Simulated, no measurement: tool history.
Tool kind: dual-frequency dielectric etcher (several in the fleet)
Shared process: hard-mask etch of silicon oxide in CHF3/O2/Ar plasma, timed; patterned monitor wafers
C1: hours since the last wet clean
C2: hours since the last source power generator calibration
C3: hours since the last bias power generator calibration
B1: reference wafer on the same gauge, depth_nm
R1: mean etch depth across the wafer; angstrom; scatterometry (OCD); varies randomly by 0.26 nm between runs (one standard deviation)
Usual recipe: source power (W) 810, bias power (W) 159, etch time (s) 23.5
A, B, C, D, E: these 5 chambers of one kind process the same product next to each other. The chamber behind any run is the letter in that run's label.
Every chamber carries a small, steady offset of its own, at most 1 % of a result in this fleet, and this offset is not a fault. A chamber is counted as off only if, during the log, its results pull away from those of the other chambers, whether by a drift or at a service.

run 1D hour=3.1 | source_power_(W)=810 bias_power_(W)=159 etch_time_(s)=23.5 | C1=267.4 C2=4094.7 C3=458.6 | B1=51.722 | R1=499.45
run 2E hour=6.7 | source_power_(W)=810 bias_power_(W)=159 etch_time_(s)=23.5 | C1=619.5 C2=2317.5 C3=716.7 | B1=51.712 | R1=501.82
run 3A hour=9.2 | source_power_(W)=810 bias_power_(W)=159 etch_time_(s)=23.5 | C1=27.1 C2=1902.8 C3=3509.8 | B1=51.680 | R1=503.13
run 4B hour=11.8 | source_power_(W)=810 bias_power_(W)=159 etch_time_(s)=23.5 | C1=169.4 C2=31.6 C3=1034.6 | B1=51.714 | R1=502.66
run 5C hour=14.5 | source_power_(W)=810 bias_power_(W)=159 etch_time_(s)=23.5 | C1=250.4 C2=2063.2 C3=3199.2 | B1=51.709 | R1=498.23
run 6A hour=19.3 | source_power_(W)=810 bias_power_(W)=159 etch_time_(s)=23.5 | C1=37.2 C2=1912.9 C3=3519.9 | B1=51.664 | R1=500.35
run 7E hour=22.8 | source_power_(W)=810 bias_power_(W)=159 etch_time_(s)=23.5 | C1=635.6 C2=2333.6 C3=732.8 | B1=51.749 | R1=509.51
run 8C hour=25.6 | source_power_(W)=810 bias_power_(W)=159 etch_time_(s)=23.5 | C1=261.5 C2=2074.3 C3=3210.3 | B1=51.716 | R1=501.76
run 9D hour=29.9 | source_power_(W)=810 bias_power_(W)=159 etch_time_(s)=23.5 | C1=294.2 C2=4121.5 C3=485.4 | B1=51.615 | R1=503.10
run 10B hour=34.4 | source_power_(W)=810 bias_power_(W)=159 etch_time_(s)=23.5 | C1=192.0 C2=54.2 C3=1057.2 | B1=51.761 | R1=503.83
-- hour=36.1 chamber C: source power generator calibrated
run 11B hour=37.5 | source_power_(W)=810 bias_power_(W)=159 etch_time_(s)=23.5 | C1=195.1 C2=57.3 C3=1060.3 | B1=51.663 | R1=498.79
run 12A hour=43.2 | source_power_(W)=810 bias_power_(W)=159 etch_time_(s)=23.5 | C1=61.1 C2=1936.8 C3=3543.8 | B1=51.689 | R1=496.75
run 13C hour=48.6 | source_power_(W)=810 bias_power_(W)=159 etch_time_(s)=23.5 | C1=284.5 C2=12.5 C3=3233.3 | B1=51.672 | R1=502.38
run 14D hour=51.6 | source_power_(W)=810 bias_power_(W)=145 etch_time_(s)=23.5 | C1=315.9 C2=4143.2 C3=507.1 | B1=51.689 | R1=489.71
run 15E hour=54.9 | source_power_(W)=810 bias_power_(W)=145 etch_time_(s)=23.5 | C1=667.7 C2=2365.7 C3=764.9 | B1=51.694 | R1=494.21
run 16B hour=60.4 | source_power_(W)=810 bias_power_(W)=145 etch_time_(s)=23.5 | C1=218.0 C2=80.2 C3=1083.2 | B1=51.737 | R1=486.84
run 17E hour=65.6 | source_power_(W)=810 bias_power_(W)=145 etch_time_(s)=23.5 | C1=678.4 C2=2376.4 C3=775.6 | B1=51.738 | R1=489.10
run 18C hour=70.5 | source_power_(W)=810 bias_power_(W)=145 etch_time_(s)=23.5 | C1=306.4 C2=34.4 C3=3255.2 | B1=51.705 | R1=486.59
-- hour=74.8 chamber E: wet clean of the chamber
run 19A hour=75.3 | source_power_(W)=810 bias_power_(W)=159 etch_time_(s)=23.5 | C1=93.2 C2=1968.9 C3=3575.9 | B1=51.661 | R1=503.13
run 20D hour=78.8 | source_power_(W)=810 bias_power_(W)=159 etch_time_(s)=23.5 | C1=343.1 C2=4170.4 C3=534.3 | B1=51.687 | R1=501.93
run 21B hour=83.7 | source_power_(W)=810 bias_power_(W)=159 etch_time_(s)=23.5 | C1=241.3 C2=103.5 C3=1106.5 | B1=51.584 | R1=502.69
run 22A hour=88.9 | source_power_(W)=810 bias_power_(W)=159 etch_time_(s)=23.5 | C1=106.8 C2=1982.5 C3=3589.5 | B1=51.634 | R1=497.64
-- hour=92.1 chamber A: bias power generator calibrated
run 23D hour=92.8 | source_power_(W)=810 bias_power_(W)=159 etch_time_(s)=23.5 | C1=357.1 C2=4184.4 C3=548.3 | B1=51.747 | R1=497.95
run 24E hour=97.6 | source_power_(W)=810 bias_power_(W)=159 etch_time_(s)=23.5 | C1=22.9 C2=2408.4 C3=807.6 | B1=51.733 | R1=505.86
run 25C hour=100.7 | source_power_(W)=810 bias_power_(W)=159 etch_time_(s)=23.5 | C1=336.6 C2=64.6 C3=3285.4 | B1=51.776 | R1=495.78
run 26B hour=103.8 | source_power_(W)=810 bias_power_(W)=159 etch_time_(s)=23.5 | C1=261.4 C2=123.6 C3=1126.6 | B1=51.741 | R1=499.70
run 27E hour=109.3 | source_power_(W)=810 bias_power_(W)=159 etch_time_(s)=23.5 | C1=34.6 C2=2420.1 C3=819.3 | B1=51.673 | R1=503.98
run 28C hour=111.9 | source_power_(W)=810 bias_power_(W)=159 etch_time_(s)=27.5 | C1=347.8 C2=75.8 C3=3296.6 | B1=51.717 | R1=587.12
run 29A hour=117.0 | source_power_(W)=810 bias_power_(W)=159 etch_time_(s)=27.5 | C1=134.9 C2=2010.6 C3=25.0 | B1=51.674 | R1=590.02
run 30D hour=120.6 | source_power_(W)=810 bias_power_(W)=159 etch_time_(s)=27.5 | C1=384.9 C2=4212.2 C3=576.1 | B1=51.793 | R1=585.04
run 31A hour=126.3 | source_power_(W)=810 bias_power_(W)=159 etch_time_(s)=27.5 | C1=144.2 C2=2019.9 C3=34.3 | B1=51.739 | R1=589.48
run 32E hour=131.1 | source_power_(W)=810 bias_power_(W)=159 etch_time_(s)=27.5 | C1=56.4 C2=2441.9 C3=841.1 | B1=51.670 | R1=592.44
-- hour=133.3 chamber D: wet clean of the chamber
run 33C hour=134.9 | source_power_(W)=810 bias_power_(W)=159 etch_time_(s)=23.5 | C1=370.8 C2=98.8 C3=3319.6 | B1=51.614 | R1=498.25
run 34D hour=140.6 | source_power_(W)=810 bias_power_(W)=159 etch_time_(s)=23.5 | C1=7.4 C2=4232.2 C3=596.1 | B1=51.727 | R1=499.34
run 35B hour=143.8 | source_power_(W)=810 bias_power_(W)=159 etch_time_(s)=23.5 | C1=301.4 C2=163.6 C3=1166.6 | B1=51.685 | R1=504.40

All 5 chambers run these settings next. Forecast each chamber's results:
run 36A hour=148.0 | source_power_(W)=810 bias_power_(W)=159 etch_time_(s)=23.5 | R1=?
run 36B hour=148.0 | source_power_(W)=810 bias_power_(W)=159 etch_time_(s)=23.5 | R1=?
run 36C hour=148.0 | source_power_(W)=810 bias_power_(W)=159 etch_time_(s)=23.5 | R1=?
run 36D hour=148.0 | source_power_(W)=810 bias_power_(W)=159 etch_time_(s)=23.5 | R1=?
run 36E hour=148.0 | source_power_(W)=810 bias_power_(W)=159 etch_time_(s)=23.5 | R1=?

run=36A R1=501.51
run=36B R1=502.62
run=36C R1=498.69
run=36D R1=498.14
run=36E R1=507.50

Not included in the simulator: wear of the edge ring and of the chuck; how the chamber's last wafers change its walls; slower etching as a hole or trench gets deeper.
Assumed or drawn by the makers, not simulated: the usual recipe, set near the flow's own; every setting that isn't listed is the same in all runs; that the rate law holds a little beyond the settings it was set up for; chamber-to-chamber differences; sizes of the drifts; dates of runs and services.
